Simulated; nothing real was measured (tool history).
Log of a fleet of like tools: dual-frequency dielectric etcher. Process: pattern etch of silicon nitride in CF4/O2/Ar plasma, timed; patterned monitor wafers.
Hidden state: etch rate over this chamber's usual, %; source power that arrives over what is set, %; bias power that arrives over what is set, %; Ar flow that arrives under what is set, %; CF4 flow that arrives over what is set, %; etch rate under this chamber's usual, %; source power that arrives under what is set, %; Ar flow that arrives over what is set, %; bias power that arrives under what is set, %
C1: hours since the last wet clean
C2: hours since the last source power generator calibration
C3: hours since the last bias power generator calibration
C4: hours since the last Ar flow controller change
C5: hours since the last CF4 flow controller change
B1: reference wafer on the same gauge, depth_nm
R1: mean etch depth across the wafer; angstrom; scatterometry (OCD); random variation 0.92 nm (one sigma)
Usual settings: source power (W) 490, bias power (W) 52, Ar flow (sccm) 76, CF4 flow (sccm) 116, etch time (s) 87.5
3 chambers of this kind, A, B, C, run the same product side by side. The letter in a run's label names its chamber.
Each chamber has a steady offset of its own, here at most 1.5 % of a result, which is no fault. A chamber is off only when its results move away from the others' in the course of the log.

Run 1C, hour 11.4: usual settings; C1 286.6; C2 2019.4; C3 398.5; C4 2738.8; C5 3372.9; B1 162.03. Result: R1 1747.3 angstrom.
Run 2B, hour 20.1: usual settings; C1 245.9; C2 4458.5; C3 277.5; C4 178.8; C5 569.2; B1 162.1. Result: R1 1725.5 angstrom.
Run 3A, hour 27: usual settings; C1 503.2; C2 569.3; C3 4222.7; C4 4166.5; C5 5134.1; B1 162.19. Result: R1 1763.1 angstrom.
Run 4B, hour 35.6: usual settings; C1 261.4; C2 4474; C3 293; C4 194.3; C5 584.7; B1 161.91. Result: R1 1703.6 angstrom.
Run 5C, hour 47.2: usual settings; C1 322.4; C2 2055.2; C3 434.3; C4 2774.6; C5 3408.7; B1 162.16. Result: R1 1733.9 angstrom.
Run 6A, hour 58.5: usual settings; C1 534.7; C2 600.8; C3 4254.2; C4 4198; C5 5165.6; B1 162.01. Result: R1 1764.2 angstrom.
Run 7A, hour 66.2: usual settings; C1 542.4; C2 608.5; C3 4261.9; C4 4205.7; C5 5173.3; B1 161.95. Result: R1 1751.7 angstrom.
Run 8B, hour 78.2: usual settings; C1 304; C2 4516.6; C3 335.6; C4 236.9; C5 627.3; B1 161.75. Result: R1 1724 angstrom.
Run 9C, hour 87.9: usual settings; C1 363.1; C2 2095.9; C3 475; C4 2815.3; C5 3449.4; B1 162.12. Result: R1 1744.8 angstrom.
Run 10B, hour 96.6: usual settings; C1 322.4; C2 4535; C3 354; C4 255.3; C5 645.7; B1 161.86. Result: R1 1726.3 angstrom.
Run 11A, hour 104.9: usual settings; C1 581.1; C2 647.2; C3 4300.6; C4 4244.4; C5 5212; B1 162.11. Result: R1 1758.9 angstrom.
At hour 110.7: chamber A: bias power generator calibrated.
Run 12C, hour 116.4: usual settings; C1 391.6; C2 2124.4; C3 503.5; C4 2843.8; C5 3477.9; B1 161.98. Result: R1 1739.3 angstrom.
At hour 118.5: chamber B: source power generator calibrated.
Run 13B, hour 128.5: usual settings; C1 354.3; C2 10; C3 385.9; C4 287.2; C5 677.6; B1 161.89. Result: R1 1645.9 angstrom.
Run 14C, hour 134.2: usual settings; C1 409.4; C2 2142.2; C3 521.3; C4 2861.6; C5 3495.7; B1 162.14. Result: R1 1727.9 angstrom.
Run 15A, hour 143.1: usual settings; C1 619.3; C2 685.4; C3 32.5; C4 4282.6; C5 5250.2; B1 162.08. Result: R1 1757.2 angstrom.
Run 16A, hour 149: usual settings; C1 625.2; C2 691.3; C3 38.4; C4 4288.5; C5 5256.1; B1 161.99. Result: R1 1744.7 angstrom.
Run 17B, hour 155: usual settings but Ar flow (sccm) 87; C1 380.8; C2 36.5; C3 412.4; C4 313.7; C5 704.1; B1 161.68. Result: R1 1638.3 angstrom.
Run 18C, hour 163.8: usual settings but Ar flow (sccm) 87; C1 439; C2 2171.8; C3 550.9; C4 2891.2; C5 3525.3; B1 162.07. Result: R1 1698.3 angstrom.
Run 19A, hour 174.7: usual settings but Ar flow (sccm) 87; C1 650.9; C2 717; C3 64.1; C4 4314.2; C5 5281.8; B1 161.97. Result: R1 1754.3 angstrom.
At hour 176.6: chamber A: wet clean of the chamber.
Run 20C, hour 183.9: usual settings; C1 459.1; C2 2191.9; C3 571; C4 2911.3; C5 3545.4; B1 162.07. Result: R1 1740.3 angstrom.
Run 21B, hour 197: usual settings; C1 422.8; C2 78.5; C3 454.4; C4 355.7; C5 746.1; B1 161.95. Result: R1 1665.6 angstrom.
Run 22C, hour 209.2: usual settings; C1 484.4; C2 2217.2; C3 596.3; C4 2936.6; C5 3570.7; B1 161.94. Result: R1 1736 angstrom.
Run 23A, hour 218.6: usual settings; C1 42; C2 760.9; C3 108; C4 4358.1; C5 5325.7; B1 162.05. Result: R1 1771.3 angstrom.
Run 24B, hour 227.3: usual settings; C1 453.1; C2 108.8; C3 484.7; C4 386; C5 776.4; B1 161.82. Result: R1 1657.7 angstrom.
Run 25C, hour 235.3: usual settings; C1 510.5; C2 2243.3; C3 622.4; C4 2962.7; C5 3596.8; B1 161.99. Result: R1 1728.6 angstrom.
Run 26A, hour 247.1: usual settings but Ar flow (sccm) 83; C1 70.5; C2 789.4; C3 136.5; C4 4386.6; C5 5354.2; B1 162.01. Result: R1 1742.8 angstrom.
Run 27B, hour 253.7: usual settings but Ar flow (sccm) 83; C1 479.5; C2 135.2; C3 511.1; C4 412.4; C5 802.8; B1 162.09. Result: R1 1638.6 angstrom.
Run 28B, hour 259.8: usual settings but Ar flow (sccm) 83; C1 485.6; C2 141.3; C3 517.2; C4 418.5; C5 808.9; B1 162.23. Result: R1 1637 angstrom.
Run 29C, hour 268: usual settings; C1 543.2; C2 2276; C3 655.1; C4 2995.4; C5 3629.5; B1 161.87. Result: R1 1731.4 angstrom.

Is one chamber off against the others, does the gauge drift, or is nothing wrong? If a chamber is off, say which, and what the likeliest cause is.

A service left chamber B off against the others.
Cause: source power that arrives under what is set, % = 4.26.

Here are 4 candidates for chamber B's next run, each the usual settings with a change, their results left as question marks. Which one brings its results back in line with what the others give on the usual settings?
In line means no further than this from the other chambers' mean on the usual settings: R1 32 angstrom
Run 30B-1, hour 277.4: usual settings but bias power (W) 51, etch time (s) 83.5. Result: R1 ?.
Run 30B-2, hour 277.4: usual settings but source power (W) 500, etch time (s) 90.5. Result: R1 ?.
Run 30B-3, hour 277.4: usual settings but etch time (s) 86. Result: R1 ?.
Run 30B-4, hour 277.4: usual settings but etch time (s) 89. Result: R1 ?.

The other chambers' mean on the usual settings: R1 1748.1 angstrom
  run      R1
30B-1  1568.3
30B-2  1742.1
30B-3  1626.4
30B-4  1683.2
30B-2 brings the chamber back in line.
